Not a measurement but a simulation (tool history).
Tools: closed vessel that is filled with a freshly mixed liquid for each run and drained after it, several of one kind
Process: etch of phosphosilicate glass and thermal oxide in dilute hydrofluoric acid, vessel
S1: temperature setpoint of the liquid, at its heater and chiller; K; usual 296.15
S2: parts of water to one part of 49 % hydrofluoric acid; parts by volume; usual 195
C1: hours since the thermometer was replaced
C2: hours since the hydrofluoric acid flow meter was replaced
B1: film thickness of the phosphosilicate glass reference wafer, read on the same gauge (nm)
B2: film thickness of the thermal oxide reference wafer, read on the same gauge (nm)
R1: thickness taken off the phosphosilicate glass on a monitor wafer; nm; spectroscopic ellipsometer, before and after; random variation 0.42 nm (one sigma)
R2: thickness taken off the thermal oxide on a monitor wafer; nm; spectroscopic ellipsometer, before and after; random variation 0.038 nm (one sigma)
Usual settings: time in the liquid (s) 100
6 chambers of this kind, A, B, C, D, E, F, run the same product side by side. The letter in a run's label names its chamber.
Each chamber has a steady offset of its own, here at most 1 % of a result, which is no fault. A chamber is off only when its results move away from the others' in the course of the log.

{"run": "1B", "hour": 14.3, "S1": 296.15, "S2": 195, "time in the liquid (s)": 100, "C1": 114.8, "C2": 143.6, "B1": 60.056, "B2": 40.026, "R1": 56.026, "R2": 2.0047}
{"hour": 21.1, "done": "chamber D: hydrofluoric acid flow meter replaced"}
{"run": "2C", "hour": 28.5, "S1": 296.15, "S2": 195, "time in the liquid (s)": 100, "C1": 610.3, "C2": 796.4, "B1": 60.035, "B2": 40.023, "R1": 56.652, "R2": 2.0478}
{"run": "3A", "hour": 38.3, "S1": 296.15, "S2": 195, "time in the liquid (s)": 100, "C1": 2636.8, "C2": 55.9, "B1": 60.013, "B2": 39.996, "R1": 54.855, "R2": 2.1394}
{"run": "4E", "hour": 54.1, "S1": 296.15, "S2": 195, "time in the liquid (s)": 100, "C1": 474.5, "C2": 1235.8, "B1": 59.971, "B2": 39.985, "R1": 57.366, "R2": 2.0862}
{"run": "5D", "hour": 62.1, "S1": 300.15, "S2": 135, "time in the liquid (s)": 100, "C1": 471.2, "C2": 41.1, "B1": 60.004, "B2": 39.975, "R1": 99.959, "R2": 3.7428}
{"run": "6F", "hour": 78.6, "S1": 300.15, "S2": 135, "time in the liquid (s)": 100, "C1": 447.8, "C2": 838.8, "B1": 59.977, "B2": 39.986, "R1": 98.205, "R2": 3.6246}
{"run": "7B", "hour": 91.0, "S1": 300.15, "S2": 135, "time in the liquid (s)": 100, "C1": 191.5, "C2": 220.3, "B1": 60.023, "B2": 39.996, "R1": 101.29, "R2": 3.7232}
{"hour": 98.4, "done": "chamber C: hydrofluoric acid flow meter replaced"}
{"run": "8F", "hour": 99.7, "S1": 300.15, "S2": 135, "time in the liquid (s)": 100, "C1": 468.9, "C2": 859.9, "B1": 59.992, "B2": 39.985, "R1": 97.712, "R2": 3.6714}
{"run": "9E", "hour": 111.0, "S1": 300.15, "S2": 135, "time in the liquid (s)": 100, "C1": 531.4, "C2": 1292.7, "B1": 60.013, "B2": 39.979, "R1": 101.62, "R2": 3.5698}
{"run": "10D", "hour": 119.0, "S1": 300.15, "S2": 135, "time in the liquid (s)": 100, "C1": 528.1, "C2": 98.0, "B1": 60.004, "B2": 40.01, "R1": 100.57, "R2": 3.662}
{"run": "11A", "hour": 127.7, "S1": 296.15, "S2": 195, "time in the liquid (s)": 100, "C1": 2726.2, "C2": 145.3, "B1": 60.058, "B2": 39.996, "R1": 55.513, "R2": 2.0567}
{"run": "12C", "hour": 143.6, "S1": 296.15, "S2": 195, "time in the liquid (s)": 100, "C1": 725.4, "C2": 45.2, "B1": 59.995, "B2": 39.997, "R1": 56.301, "R2": 2.1206}
{"hour": 147.8, "done": "chamber A: thermometer replaced"}
{"run": "13D", "hour": 153.9, "S1": 296.15, "S2": 195, "time in the liquid (s)": 100, "C1": 563.0, "C2": 132.9, "B1": 60.033, "B2": 40.018, "R1": 56.409, "R2": 2.027}
{"hour": 160.1, "done": "chamber E: thermometer replaced"}
{"run": "14F", "hour": 161.2, "S1": 296.15, "S2": 195, "time in the liquid (s)": 100, "C1": 530.4, "C2": 921.4, "B1": 60.0, "B2": 39.995, "R1": 54.515, "R2": 2.0448}
{"run": "15A", "hour": 174.7, "S1": 296.15, "S2": 195, "time in the liquid (s)": 100, "C1": 27.0, "C2": 192.3, "B1": 60.031, "B2": 40.008, "R1": 56.01, "R2": 2.0719}
{"run": "16E", "hour": 184.5, "S1": 296.15, "S2": 195, "time in the liquid (s)": 100, "C1": 24.4, "C2": 1366.2, "B1": 60.025, "B2": 40.0, "R1": 56.78, "R2": 2.0053}
{"run": "17C", "hour": 195.9, "S1": 292.65, "S2": 195, "time in the liquid (s)": 100, "C1": 777.7, "C2": 97.5, "B1": 59.992, "B2": 40.008, "R1": 49.664, "R2": 1.817}
{"run": "18B", "hour": 209.4, "S1": 292.65, "S2": 195, "time in the liquid (s)": 100, "C1": 309.9, "C2": 338.7, "B1": 59.981, "B2": 40.013, "R1": 48.971, "R2": 1.7983}
{"run": "19C", "hour": 223.0, "S1": 292.65, "S2": 195, "time in the liquid (s)": 100, "C1": 804.8, "C2": 124.6, "B1": 60.032, "B2": 40.002, "R1": 49.094, "R2": 1.8915}
{"run": "20A", "hour": 238.5, "S1": 292.65, "S2": 195, "time in the liquid (s)": 100, "C1": 90.8, "C2": 256.1, "B1": 59.96, "B2": 39.985, "R1": 48.716, "R2": 1.8204}
{"run": "21D", "hour": 253.3, "S1": 292.65, "S2": 195, "time in the liquid (s)": 100, "C1": 662.4, "C2": 232.3, "B1": 60.036, "B2": 40.012, "R1": 48.627, "R2": 1.7666}
{"hour": 263.5, "done": "chamber F: thermometer replaced"}
{"run": "22E", "hour": 266.1, "S1": 292.65, "S2": 195, "time in the liquid (s)": 100, "C1": 106.0, "C2": 1447.8, "B1": 60.025, "B2": 39.984, "R1": 49.667, "R2": 1.8043}
{"run": "23F", "hour": 275.1, "S1": 296.15, "S2": 195, "time in the liquid (s)": 100, "C1": 11.7, "C2": 1035.3, "B1": 59.962, "B2": 40.008, "R1": 55.532, "R2": 2.0789}
{"run": "24B", "hour": 288.9, "S1": 296.15, "S2": 195, "time in the liquid (s)": 100, "C1": 389.4, "C2": 418.2, "B1": 59.961, "B2": 39.995, "R1": 55.533, "R2": 2.0959}
{"run": "25E", "hour": 302.8, "S1": 296.15, "S2": 195, "time in the liquid (s)": 100, "C1": 142.7, "C2": 1484.5, "B1": 60.016, "B2": 40.004, "R1": 56.414, "R2": 2.0148}
{"run": "26C", "hour": 315.7, "S1": 296.15, "S2": 195, "time in the liquid (s)": 100, "C1": 897.5, "C2": 217.3, "B1": 60.007, "B2": 40.004, "R1": 55.49, "R2": 2.0745}
{"run": "27B", "hour": 324.4, "S1": 296.15, "S2": 195, "time in the liquid (s)": 100, "C1": 424.9, "C2": 453.7, "B1": 60.002, "B2": 40.005, "R1": 56.783, "R2": 2.1226}
{"run": "28A", "hour": 336.9, "S1": 296.15, "S2": 195, "time in the liquid (s)": 100, "C1": 189.2, "C2": 354.5, "B1": 60.023, "B2": 39.987, "R1": 55.261, "R2": 2.0616}
{"run": "29D", "hour": 350.4, "S1": 296.15, "S2": 195, "time in the liquid (s)": 100, "C1": 759.5, "C2": 329.4, "B1": 60.026, "B2": 40.008, "R1": 55.402, "R2": 2.0081}
{"run": "30F", "hour": 363.2, "S1": 297.65, "S2": 195, "time in the liquid (s)": 50, "C1": 99.8, "C2": 1123.4, "B1": 60.011, "B2": 39.992, "R1": 29.645, "R2": 1.0921}
{"run": "31F", "hour": 371.0, "S1": 297.65, "S2": 195, "time in the liquid (s)": 50, "C1": 107.6, "C2": 1131.2, "B1": 60.002, "B2": 40.011, "R1": 29.84, "R2": 1.0753}
{"run": "32C", "hour": 380.5, "S1": 297.65, "S2": 195, "time in the liquid (s)": 50, "C1": 962.3, "C2": 282.1, "B1": 60.037, "B2": 39.983, "R1": 29.869, "R2": 1.0998}
{"run": "33D", "hour": 396.9, "S1": 297.65, "S2": 195, "time in the liquid (s)": 50, "C1": 806.0, "C2": 375.9, "B1": 59.956, "B2": 39.985, "R1": 29.757, "R2": 1.105}
{"run": "34E", "hour": 408.6, "S1": 297.65, "S2": 195, "time in the liquid (s)": 50, "C1": 248.5, "C2": 1590.3, "B1": 59.992, "B2": 39.999, "R1": 30.453, "R2": 1.0701}
{"hour": 417.9, "done": "chamber A: hydrofluoric acid flow meter replaced"}
{"run": "35B", "hour": 418.0, "S1": 297.65, "S2": 195, "time in the liquid (s)": 50, "C1": 518.5, "C2": 547.3, "B1": 60.017, "B2": 39.992, "R1": 29.462, "R2": 1.0956}
{"run": "36A", "hour": 426.1, "S1": 296.15, "S2": 275, "time in the liquid (s)": 155, "C1": 278.4, "C2": 8.3, "B1": 59.978, "B2": 40.006, "R1": 57.0, "R2": 2.1444}
{"run": "37B", "hour": 437.5, "S1": 296.15, "S2": 275, "time in the liquid (s)": 155, "C1": 538.0, "C2": 566.8, "B1": 60.026, "B2": 39.994, "R1": 57.609, "R2": 2.0606}
{"run": "38C", "hour": 450.5, "S1": 296.15, "S2": 275, "time in the liquid (s)": 155, "C1": 1032.3, "C2": 352.1, "B1": 60.015, "B2": 40.002, "R1": 56.616, "R2": 2.0937}

What goes on in this fleet: one chamber off, a drifting gauge, or nothing beyond the chambers' own small offsets? Name the chamber and the cause, if any.

No chamber stands off beyond its own small offset, and the gauge holds steady.

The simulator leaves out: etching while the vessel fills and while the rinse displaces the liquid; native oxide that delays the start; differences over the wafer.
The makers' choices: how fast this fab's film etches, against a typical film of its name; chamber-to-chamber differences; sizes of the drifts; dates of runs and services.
